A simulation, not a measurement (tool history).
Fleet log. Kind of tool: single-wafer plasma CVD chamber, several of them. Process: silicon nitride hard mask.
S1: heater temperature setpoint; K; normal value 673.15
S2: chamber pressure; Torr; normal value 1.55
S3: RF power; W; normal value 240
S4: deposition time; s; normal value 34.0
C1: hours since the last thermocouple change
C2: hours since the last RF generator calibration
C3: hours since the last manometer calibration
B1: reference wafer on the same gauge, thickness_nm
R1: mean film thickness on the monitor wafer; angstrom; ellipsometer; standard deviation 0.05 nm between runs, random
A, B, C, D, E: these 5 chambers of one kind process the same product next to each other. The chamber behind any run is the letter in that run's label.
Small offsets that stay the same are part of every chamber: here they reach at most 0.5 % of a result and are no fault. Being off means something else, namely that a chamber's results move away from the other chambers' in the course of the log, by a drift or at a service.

run   hour      S1    S2   S3    S4      C1      C2      C3      B1      R1
 1B    7.9  673.15  1.55  240  34.0  1604.4    46.7  1285.4  30.296  332.47
 2E   16.0  673.15  1.55  240  34.0   156.3  1356.8  1818.0  30.302  334.80
 3A   27.1  673.15  1.55  240  34.0   679.3   839.9   307.5  30.283  332.34
 4D   36.1  673.15  1.55  240  34.0   286.6   725.2   175.6  30.285  333.89
 5C   47.7  673.15  1.55  240  34.0  1769.2   509.0   328.3  30.271  332.32
 6C   55.7  685.15  1.55  210  34.0  1777.2   517.0   336.3  30.263  299.80
 7A   67.1  685.15  1.55  210  34.0   719.3   879.9   347.5  30.263  299.59
 8D   72.8  685.15  1.55  210  34.0   323.3   761.9   212.3  30.253  300.81
 9E   84.7  685.15  1.55  210  34.0   225.0  1425.5  1886.7  30.268  301.59
10B   96.4  685.15  1.55  210  34.0  1692.9   135.2  1373.9  30.249  299.72
11A  106.0  673.15  1.55  240  34.0   758.2   918.8   386.4  30.256  332.38
12C  115.6  673.15  1.55  240  34.0  1837.1   576.9   396.2  30.250  332.11
13D  125.2  673.15  1.55  240  34.0   375.7   814.3   264.7  30.239  331.41
14E  132.2  673.15  1.85  240  30.3   272.5  1473.0  1934.2  30.241  313.84
15B  143.9  673.15  1.85  240  30.3  1740.4   182.7  1421.4  30.223  310.13
16E  152.8  673.15  1.85  240  30.3   293.1  1493.6  1954.8  30.228  313.07
17A  164.7  673.15  1.85  240  30.3   816.9   977.5   445.1  30.223  310.46
18B  172.8  673.15  1.85  240  30.3  1769.3   211.6  1450.3  30.207  311.30
     174.1  -- chamber D: RF generator calibrated
19C  184.7  673.15  1.55  240  34.0  1906.2   646.0   465.3  30.214  332.35
20D  192.7  673.15  1.55  240  34.0   443.2    18.7   332.2  30.207  333.54
21C  200.8  673.15  1.55  240  34.0  1922.3   662.1   481.4  30.205  330.79
22B  211.6  673.15  1.55  240  34.0  1808.1   250.4  1489.1  30.199  331.21
23A  220.6  673.15  1.55  240  34.0   872.8  1033.4   501.0  30.186  332.17
24E  227.7  673.15  1.55  240  34.0   368.0  1568.5  2029.7  30.168  333.41
25D  237.4  678.15  1.55  240  34.0   487.9    63.4   376.9  30.168  331.78
26E  245.4  678.15  1.55  240  34.0   385.7  1586.2  2047.4  30.175  332.56
27A  255.6  678.15  1.55  240  34.0   907.8  1068.4   536.0  30.170  330.00
28C  264.0  678.15  1.55  240  34.0  1985.5   725.3   544.6  30.161  330.77
29D  269.6  678.15  1.55  240  34.0   520.1    95.6   409.1  30.156  331.14
30B  279.7  673.15  1.55  240  34.0  1876.2   318.5  1557.2  30.152  331.05
31E  288.5  673.15  1.55  280  34.0   428.8  1629.3  2090.5  30.158  371.81
32A  298.3  673.15  1.55  280  34.0   950.5  1111.1   578.7  30.143  368.50
33D  303.8  673.15  1.55  280  34.0   554.3   129.8   443.3  30.156  370.28
34B  310.0  673.15  1.55  280  34.0  1906.5   348.8  1587.5  30.137  367.31
35C  319.6  673.15  1.55  280  34.0  2041.1   780.9   600.2  30.150  368.99
36D  329.2  659.15  1.37  240  34.0   579.7   155.2   468.7  30.125  323.23
37E  336.6  659.15  1.37  240  34.0   476.9  1677.4  2138.6  30.121  322.86
38A  347.9  659.15  1.37  240  34.0  1000.1  1160.7   628.3  30.128  321.12
39B  359.6  659.15  1.37  240  34.0  1956.1   398.4  1637.1  30.126  319.62
40C  365.5  659.15  1.37  240  34.0  2087.0   826.8   646.1  30.125  320.84

Decide between three cases: one chamber stands off from its peers, the gauge reading all wafers drifts, or nothing is wrong past each chamber's small offset. Where a chamber is off, say which and what most likely put it there.

It is the gauge, not a chamber: its drift shows up in every chamber's results at once, and no chamber is off.
Cause: gauge reads low (%) = 0.62.
